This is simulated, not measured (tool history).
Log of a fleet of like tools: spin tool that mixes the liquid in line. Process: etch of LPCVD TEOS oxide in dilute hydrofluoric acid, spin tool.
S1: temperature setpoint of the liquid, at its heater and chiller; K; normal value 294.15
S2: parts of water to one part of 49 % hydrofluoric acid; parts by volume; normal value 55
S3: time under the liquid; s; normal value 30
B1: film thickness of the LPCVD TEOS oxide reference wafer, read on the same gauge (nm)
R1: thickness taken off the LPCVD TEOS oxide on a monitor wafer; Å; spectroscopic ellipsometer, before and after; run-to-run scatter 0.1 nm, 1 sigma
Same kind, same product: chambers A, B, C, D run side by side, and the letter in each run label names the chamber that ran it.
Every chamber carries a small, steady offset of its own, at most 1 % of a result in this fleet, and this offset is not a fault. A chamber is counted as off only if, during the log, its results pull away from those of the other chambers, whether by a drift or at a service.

Run 1D, hour 9.5: usual settings; B1 70.012. Result: R1 241.86 Å.
Run 2C, hour 15.0: usual settings; B1 70.000. Result: R1 241.04 Å.
Run 3A, hour 20.7: usual settings; B1 69.987. Result: R1 242.21 Å.
Run 4B, hour 30.1: usual settings; B1 70.004. Result: R1 240.67 Å.
Run 5D, hour 38.0: usual settings; B1 70.002. Result: R1 241.06 Å.
Run 6B, hour 46.9: usual settings; B1 70.002. Result: R1 241.49 Å.
Run 7A, hour 57.9: usual settings; B1 70.011. Result: R1 240.78 Å.
Run 8C, hour 68.1: usual settings but S2 85 parts by volume, S3 40 s; B1 70.005. Result: R1 199.18 Å.
Run 9B, hour 74.8: usual settings but S2 85 parts by volume, S3 40 s; B1 69.989. Result: R1 201.95 Å.
Run 10D, hour 84.1: usual settings but S2 85 parts by volume, S3 40 s; B1 70.001. Result: R1 202.53 Å.
Run 11A, hour 90.9: usual settings but S2 85 parts by volume, S3 40 s; B1 69.987. Result: R1 201.28 Å.
Run 12C, hour 96.9: usual settings but S1 290.65 K, S3 40 s; B1 69.997. Result: R1 276.73 Å.
Run 13D, hour 106.7: usual settings but S1 290.65 K, S3 40 s; B1 70.000. Result: R1 276.67 Å.
Run 14A, hour 113.4: usual settings but S1 290.65 K, S3 40 s; B1 69.987. Result: R1 273.55 Å.
Run 15C, hour 120.1: usual settings but S1 290.65 K, S3 40 s; B1 70.011. Result: R1 277.42 Å.
Run 16B, hour 130.6: usual settings; B1 69.995. Result: R1 239.95 Å.
Run 17A, hour 138.8: usual settings; B1 69.995. Result: R1 238.36 Å.
Run 18B, hour 144.2: usual settings but S1 290.15 K; B1 69.980. Result: R1 202.29 Å.
Run 19C, hour 150.0: usual settings but S1 290.15 K; B1 69.988. Result: R1 204.27 Å.
Run 20D, hour 156.0: usual settings but S1 290.15 K; B1 70.025. Result: R1 204.93 Å.
Run 21C, hour 165.5: usual settings but S1 290.15 K; B1 70.005. Result: R1 202.85 Å.
Run 22A, hour 170.4: usual settings; B1 69.984. Result: R1 235.69 Å.
Run 23D, hour 178.1: usual settings; B1 69.983. Result: R1 239.94 Å.
Run 24B, hour 184.3: usual settings; B1 70.009. Result: R1 240.42 Å.
Run 25D, hour 193.8: usual settings; B1 70.003. Result: R1 241.98 Å.
Run 26C, hour 202.1: usual settings; B1 69.998. Result: R1 241.57 Å.
Run 27B, hour 207.2: usual settings; B1 69.997. Result: R1 240.30 Å.
Run 28A, hour 213.9: usual settings; B1 70.010. Result: R1 234.49 Å.
Run 29C, hour 223.8: usual settings; B1 70.002. Result: R1 239.92 Å.
Run 30B, hour 229.9: usual settings; B1 70.002. Result: R1 240.58 Å.
Run 31D, hour 235.9: usual settings but S2 70 parts by volume; B1 70.014. Result: R1 186.59 Å.
Run 32A, hour 245.2: usual settings but S2 70 parts by volume; B1 69.984. Result: R1 178.74 Å.
Run 33D, hour 252.5: usual settings but S2 70 parts by volume; B1 69.998. Result: R1 186.78 Å.
Run 34C, hour 263.7: usual settings but S2 70 parts by volume; B1 70.018. Result: R1 186.24 Å.
Run 35B, hour 269.1: usual settings but S1 290.65 K, S3 45 s; B1 69.987. Result: R1 309.98 Å.
Run 36A, hour 275.7: usual settings but S1 290.65 K, S3 45 s; B1 69.982. Result: R1 295.95 Å.

All chambers now run identical settings, listed one chamber a line with results as question marks. What results will each chamber show?
Run 37A, hour 283.7: usual settings but S1 296.15 K. Result: R1 ?.
Run 37B, hour 283.7: usual settings but S1 296.15 K. Result: R1 ?.
Run 37C, hour 283.7: usual settings but S1 296.15 K. Result: R1 ?.
Run 37D, hour 283.7: usual settings but S1 296.15 K. Result: R1 ?.

run      R1
37A  250.53
37B  261.17
37C  260.13
37D  264.73
